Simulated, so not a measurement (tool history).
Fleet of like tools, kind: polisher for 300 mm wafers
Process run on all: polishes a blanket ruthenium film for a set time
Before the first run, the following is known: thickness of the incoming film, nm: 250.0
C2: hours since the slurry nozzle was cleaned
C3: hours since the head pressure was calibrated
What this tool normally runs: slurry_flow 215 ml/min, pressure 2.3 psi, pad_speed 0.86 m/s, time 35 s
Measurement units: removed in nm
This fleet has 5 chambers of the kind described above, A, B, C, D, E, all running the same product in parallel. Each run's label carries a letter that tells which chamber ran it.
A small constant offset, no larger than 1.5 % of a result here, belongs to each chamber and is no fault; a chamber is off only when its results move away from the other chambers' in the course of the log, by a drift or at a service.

-- day=0.183 chamber B: worn pad replaced by a new one
-- day=0.192 chamber A: worn pad replaced by a new one
-- day=0.221 chamber B: head pressure recalibrated
run 1A day=0.225 | slurry_flow=215 pressure=2.3 pad_speed=0.86 time=35 | wafers_polished_on_this_pad=12 C2=408.3 C3=303.7 | removed=46.935
run 2D day=0.408 | slurry_flow=215 pressure=2.3 pad_speed=0.86 time=35 | wafers_polished_on_this_pad=234 C2=99.5 C3=142.9 | removed=46.345
run 3B day=0.646 | slurry_flow=215 pressure=2.3 pad_speed=0.86 time=35 | wafers_polished_on_this_pad=153 C2=309.8 C3=10.2 | removed=46.563
run 4C day=0.871 | slurry_flow=215 pressure=2.3 pad_speed=0.86 time=35 | wafers_polished_on_this_pad=318 C2=782.8 C3=861.4 | removed=46.264
-- day=0.908 chamber C: head pressure recalibrated
run 5E day=1.025 | slurry_flow=215 pressure=2.3 pad_speed=0.86 time=35 | wafers_polished_on_this_pad=394 C2=380.5 C3=471.4 | removed=47.264
run 6D day=1.267 | slurry_flow=215 pressure=2.3 pad_speed=0.86 time=35 | wafers_polished_on_this_pad=519 C2=120.1 C3=163.5 | removed=46.039
run 7B day=1.454 | slurry_flow=215 pressure=2.3 pad_speed=0.86 time=35 | wafers_polished_on_this_pad=421 C2=329.2 C3=29.6 | removed=47.087
run 8A day=1.667 | slurry_flow=215 pressure=2.3 pad_speed=0.86 time=35 | wafers_polished_on_this_pad=490 C2=442.9 C3=338.3 | removed=46.6
-- day=1.804 chamber C: worn pad replaced by a new one
-- day=1.904 chamber C: slurry nozzle cleaned
run 9C day=1.95 | slurry_flow=215 pressure=2.3 pad_speed=0.86 time=35 | wafers_polished_on_this_pad=48 C2=1.2 C3=25.1 | removed=47.428
-- day=2.154 chamber E: worn pad replaced by a new one
run 10E day=2.179 | slurry_flow=215 pressure=2.3 pad_speed=0.86 time=35 | wafers_polished_on_this_pad=9 C2=408.2 C3=499.1 | removed=48.179
-- day=2.246 chamber A: worn pad replaced by a new one
run 11A day=2.392 | slurry_flow=215 pressure=2.3 pad_speed=0.86 time=35 | wafers_polished_on_this_pad=49 C2=460.3 C3=355.7 | removed=46.896
run 12E day=2.646 | slurry_flow=215 pressure=2.3 pad_speed=0.86 time=35 | wafers_polished_on_this_pad=164 C2=419.4 C3=510.3 | removed=48.827
run 13D day=2.792 | slurry_flow=275 pressure=1.7 pad_speed=0.86 time=35 | wafers_polished_on_this_pad=1025 C2=156.7 C3=200.1 | removed=35.264
run 14B day=2.933 | slurry_flow=275 pressure=1.7 pad_speed=0.86 time=35 | wafers_polished_on_this_pad=912 C2=364.7 C3=65.1 | removed=35.74
run 15C day=3.254 | slurry_flow=275 pressure=1.7 pad_speed=0.86 time=35 | wafers_polished_on_this_pad=481 C2=32.5 C3=56.4 | removed=36.222
-- day=3.429 chamber C: worn pad replaced by a new one
run 16B day=3.479 | slurry_flow=275 pressure=1.7 pad_speed=0.86 time=35 | wafers_polished_on_this_pad=1093 C2=377.8 C3=78.2 | removed=35.102
run 17E day=3.771 | slurry_flow=275 pressure=1.7 pad_speed=0.86 time=35 | wafers_polished_on_this_pad=537 C2=446.4 C3=537.3 | removed=37.379
run 18A day=3.912 | slurry_flow=215 pressure=2.3 pad_speed=0.86 time=35 | wafers_polished_on_this_pad=553 C2=496.8 C3=392.2 | removed=46.667
-- day=4.033 chamber D: worn pad replaced by a new one
-- day=4.042 chamber E: worn pad replaced by a new one
run 19C day=4.142 | slurry_flow=215 pressure=2.3 pad_speed=0.86 time=35 | wafers_polished_on_this_pad=236 C2=53.8 C3=77.7 | removed=47.644
-- day=4.146 chamber A: worn pad replaced by a new one
-- day=4.404 chamber B: worn pad replaced by a new one
run 20D day=4.425 | slurry_flow=215 pressure=2.3 pad_speed=0.86 time=35 | wafers_polished_on_this_pad=130 C2=195.9 C3=239.3 | removed=46.67
run 21A day=4.596 | slurry_flow=215 pressure=2.3 pad_speed=0.86 time=35 | wafers_polished_on_this_pad=149 C2=513.2 C3=408.6 | removed=47.463
run 22D day=4.904 | slurry_flow=215 pressure=2.3 pad_speed=0.86 time=35 | wafers_polished_on_this_pad=288 C2=207.4 C3=250.8 | removed=46.339
run 23E day=5.221 | slurry_flow=215 pressure=2.3 pad_speed=0.86 time=29 | wafers_polished_on_this_pad=392 C2=481.2 C3=572.1 | removed=41.606
-- day=5.408 chamber C: worn pad replaced by a new one
run 24C day=5.483 | slurry_flow=215 pressure=2.3 pad_speed=0.86 time=29 | wafers_polished_on_this_pad=25 C2=86 C3=109.9 | removed=38.87
run 25B day=5.692 | slurry_flow=215 pressure=2.3 pad_speed=0.86 time=29 | wafers_polished_on_this_pad=428 C2=430.9 C3=131.3 | removed=38.977
run 26E day=5.917 | slurry_flow=215 pressure=2.3 pad_speed=0.86 time=29 | wafers_polished_on_this_pad=622 C2=497.9 C3=588.8 | removed=42.225
-- day=6.079 chamber A: slurry nozzle cleaned
-- day=6.138 chamber A: worn pad replaced by a new one
run 27A day=6.158 | slurry_flow=215 pressure=2.3 pad_speed=0.86 time=29 | wafers_polished_on_this_pad=6 C2=1.9 C3=446.1 | removed=38.828
-- day=6.333 chamber E: worn pad replaced by a new one
-- day=6.4 chamber E: slurry nozzle cleaned
run 28B day=6.442 | slurry_flow=215 pressure=2.3 pad_speed=0.86 time=35 | wafers_polished_on_this_pad=676 C2=448.9 C3=149.3 | removed=46.783
run 29C day=6.738 | slurry_flow=215 pressure=2.3 pad_speed=0.86 time=35 | wafers_polished_on_this_pad=440 C2=116.1 C3=140 | removed=47.348
run 30D day=6.975 | slurry_flow=215 pressure=2.9 pad_speed=0.86 time=35 | wafers_polished_on_this_pad=975 C2=257.1 C3=300.5 | removed=58.925
run 31D day=7.129 | slurry_flow=215 pressure=2.9 pad_speed=0.86 time=35 | wafers_polished_on_this_pad=1026 C2=260.8 C3=304.2 | removed=58.522
-- day=7.133 chamber C: worn pad replaced by a new one
run 32B day=7.45 | slurry_flow=215 pressure=2.9 pad_speed=0.86 time=35 | wafers_polished_on_this_pad=1011 C2=473.1 C3=173.5 | removed=59.526
run 33E day=7.604 | slurry_flow=215 pressure=2.9 pad_speed=0.86 time=35 | wafers_polished_on_this_pad=422 C2=28.9 C3=629.3 | removed=65.668
-- day=7.829 chamber A: worn pad replaced by a new one
run 34C day=7.867 | slurry_flow=215 pressure=2.9 pad_speed=0.86 time=35 | wafers_polished_on_this_pad=244 C2=143.2 C3=167.1 | removed=58.959
-- day=8.012 chamber D: worn pad replaced by a new one
run 35A day=8.15 | slurry_flow=215 pressure=2.3 pad_speed=0.86 time=35 | wafers_polished_on_this_pad=107 C2=49.7 C3=493.9 | removed=46.815
run 36A day=8.392 | slurry_flow=215 pressure=2.3 pad_speed=0.86 time=35 | wafers_polished_on_this_pad=187 C2=55.5 C3=499.7 | removed=46.633
-- day=8.438 chamber E: worn pad replaced by a new one
run 37E day=8.65 | slurry_flow=215 pressure=2.3 pad_speed=0.86 time=35 | wafers_polished_on_this_pad=70 C2=54 C3=654.4 | removed=52.141
run 38B day=8.821 | slurry_flow=215 pressure=2.3 pad_speed=0.86 time=35 | wafers_polished_on_this_pad=1465 C2=506 C3=206.4 | removed=46.543
-- day=9.058 chamber C: worn pad replaced by a new one
run 39C day=9.058 | slurry_flow=215 pressure=2.3 pad_speed=0.86 time=35 | wafers_polished_on_this_pad=0 C2=171.8 C3=195.7 | removed=47.648
run 40D day=9.258 | slurry_flow=215 pressure=2.3 pad_speed=0.86 time=35 | wafers_polished_on_this_pad=414 C2=311.9 C3=355.3 | removed=46.39
run 41E day=9.433 | slurry_flow=280 pressure=2.3 pad_speed=0.76 time=35 | wafers_polished_on_this_pad=330 C2=72.8 C3=673.2 | removed=48.357

Does one chamber stand apart from the rest, does the shared gauge drift, or is all well apart from small per-chamber offsets? Give the chamber and the most likely cause, where there is one.

Little by little, chamber E moves away from the other chambers.
Likeliest cause: head's pressure above its setpoint, % = 11.8.

Here are 4 candidates for chamber E's next run, each the usual settings with a change, their results left as question marks. Which one brings its results back in line with what the others give on the usual settings?
In line here means within this much of the mean the other chambers give on the usual settings: removed 1.3 nm
run 42E-1 day=9.667 | slurry_flow=215 pressure=2.4 pad_speed=0.86 time=35 | removed=?
run 42E-2 day=9.667 | slurry_flow=220 pressure=2.3 pad_speed=0.98 time=35 | removed=?
run 42E-3 day=9.667 | slurry_flow=215 pressure=2.3 pad_speed=0.86 time=34 | removed=?
run 42E-4 day=9.667 | slurry_flow=215 pressure=2.2 pad_speed=0.82 time=34 | removed=?

Average result of the remaining chambers running the usual settings: removed 46.881 nm
run=42E-1 removed=55.4
run=42E-2 removed=60.564
run=42E-3 removed=51.565
run=42E-4 removed=47.048
42E-4 brings the chamber back in line.
